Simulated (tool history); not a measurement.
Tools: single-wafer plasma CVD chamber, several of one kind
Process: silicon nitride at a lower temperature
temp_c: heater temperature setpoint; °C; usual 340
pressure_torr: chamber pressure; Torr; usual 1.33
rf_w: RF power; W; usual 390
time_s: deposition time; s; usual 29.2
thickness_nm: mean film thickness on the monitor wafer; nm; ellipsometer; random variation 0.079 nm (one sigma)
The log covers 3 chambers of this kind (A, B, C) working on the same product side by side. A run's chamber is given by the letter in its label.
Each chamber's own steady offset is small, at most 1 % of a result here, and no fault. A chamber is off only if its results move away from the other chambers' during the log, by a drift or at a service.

| run | hour | temp_c | pressure_torr | rf_w | time_s | hours since the last thermocouple change | hours since the last RF generator calibration | hours since the last manometer calibration | read-back reference wafer on the same gauge, thickness_nm | thickness_nm |
|---|---|---|---|---|---|---|---|---|---|---|
| 1A | 3.0 | 340 | 1.33 | 390 | 29.2 | 969.0 | 289.8 | 19.7 | 39.995 | 38.733 |
| 2C | 6.2 | 340 | 1.33 | 390 | 29.2 | 2184.8 | 263.1 | 632.1 | 39.994 | 38.764 |
| 3B | 8.4 | 340 | 1.33 | 390 | 29.2 | 1585.3 | 343.4 | 789.6 | 39.992 | 39.178 |
| 4C | 12.4 | 340 | 1.33 | 390 | 29.2 | 2191.0 | 269.3 | 638.3 | 40.003 | 38.760 |
| 5A | 15.8 | 340 | 1.33 | 390 | 29.2 | 981.8 | 302.6 | 32.5 | 40.010 | 38.521 |
| 6B | 19.8 | 340 | 1.33 | 390 | 29.2 | 1596.7 | 354.8 | 801.0 | 39.997 | 39.030 |
| 7C | 23.5 | 340 | 1.33 | 390 | 29.2 | 2202.1 | 280.4 | 649.4 | 39.999 | 38.500 |
| 8B | 26.0 | 340 | 1.33 | 390 | 29.2 | 1602.9 | 361.0 | 807.2 | 39.987 | 38.897 |
| 9A | 29.4 | 346 | 1.33 | 390 | 33.5 | 995.4 | 316.2 | 46.1 | 39.988 | 44.129 |
| 10B | 33.6 | 346 | 1.33 | 390 | 33.5 | 1610.5 | 368.6 | 814.8 | 40.000 | 44.507 |
| 11C | 37.4 | 346 | 1.33 | 390 | 33.5 | 2216.0 | 294.3 | 663.3 | 39.984 | 44.293 |
| 12A | 40.2 | 340 | 1.33 | 390 | 29.2 | 1006.2 | 327.0 | 56.9 | 40.024 | 38.515 |
| 13A | 42.9 | 340 | 1.33 | 390 | 29.2 | 1008.9 | 329.7 | 59.6 | 40.008 | 38.765 |
| 14C | 46.6 | 340 | 1.04 | 390 | 29.2 | 2225.2 | 303.5 | 672.5 | 40.001 | 35.963 |
| 15B | 48.8 | 340 | 1.04 | 390 | 29.2 | 1625.7 | 383.8 | 830.0 | 39.999 | 36.173 |
| 16A | 51.3 | 340 | 1.04 | 390 | 29.2 | 1017.3 | 338.1 | 68.0 | 40.002 | 35.919 |
| 17B | 54.1 | 340 | 1.33 | 390 | 29.2 | 1631.0 | 389.1 | 835.3 | 40.003 | 38.754 |
| 18C | 58.2 | 340 | 1.33 | 390 | 29.2 | 2236.8 | 315.1 | 684.1 | 39.997 | 38.738 |
| 19A | 61.9 | 340 | 1.33 | 390 | 29.2 | 1027.9 | 348.7 | 78.6 | 39.996 | 38.584 |
| 20B | 65.6 | 340 | 1.33 | 390 | 34.8 | 1642.5 | 400.6 | 846.8 | 39.998 | 45.704 |
| 21C | 69.8 | 340 | 1.33 | 390 | 34.8 | 2248.4 | 326.7 | 695.7 | 40.000 | 45.999 |
| 22A | 74.2 | 340 | 1.33 | 390 | 34.8 | 1040.2 | 361.0 | 90.9 | 39.983 | 46.008 |
| 23C | 76.2 | 351 | 1.33 | 390 | 29.2 | 2254.8 | 333.1 | 702.1 | 40.000 | 38.587 |
| 24B | 80.7 | 351 | 1.33 | 390 | 29.2 | 1657.6 | 415.7 | 861.9 | 40.009 | 38.178 |
| 25A | 85.2 | 351 | 1.33 | 390 | 29.2 | 1051.2 | 372.0 | 101.9 | 39.993 | 38.434 |
|  | 86.1 | chamber B: thermocouple changed; heater temperature recalibrated |
| 26B | 88.1 | 340 | 1.33 | 390 | 29.2 | 2.1 | 423.1 | 869.3 | 39.999 | 38.030 |
| 27C | 90.9 | 340 | 1.33 | 390 | 29.2 | 2269.5 | 347.8 | 716.8 | 40.006 | 38.554 |
| 28B | 95.3 | 340 | 1.33 | 390 | 29.2 | 9.3 | 430.3 | 876.5 | 40.000 | 37.977 |

Next, all 3 chambers run the settings below, one line each with question marks for the results. What does each chamber give?
| 29A | 98.5 | 340 | 1.33 | 390 | 29.2 |  |  |  |  | ? |
| 29B | 98.5 | 340 | 1.33 | 390 | 29.2 |  |  |  |  | ? |
| 29C | 98.5 | 340 | 1.33 | 390 | 29.2 |  |  |  |  | ? |

| run | thickness_nm |
|---|---|
| 29A | 38.657 |
| 29B | 37.914 |
| 29C | 38.593 |

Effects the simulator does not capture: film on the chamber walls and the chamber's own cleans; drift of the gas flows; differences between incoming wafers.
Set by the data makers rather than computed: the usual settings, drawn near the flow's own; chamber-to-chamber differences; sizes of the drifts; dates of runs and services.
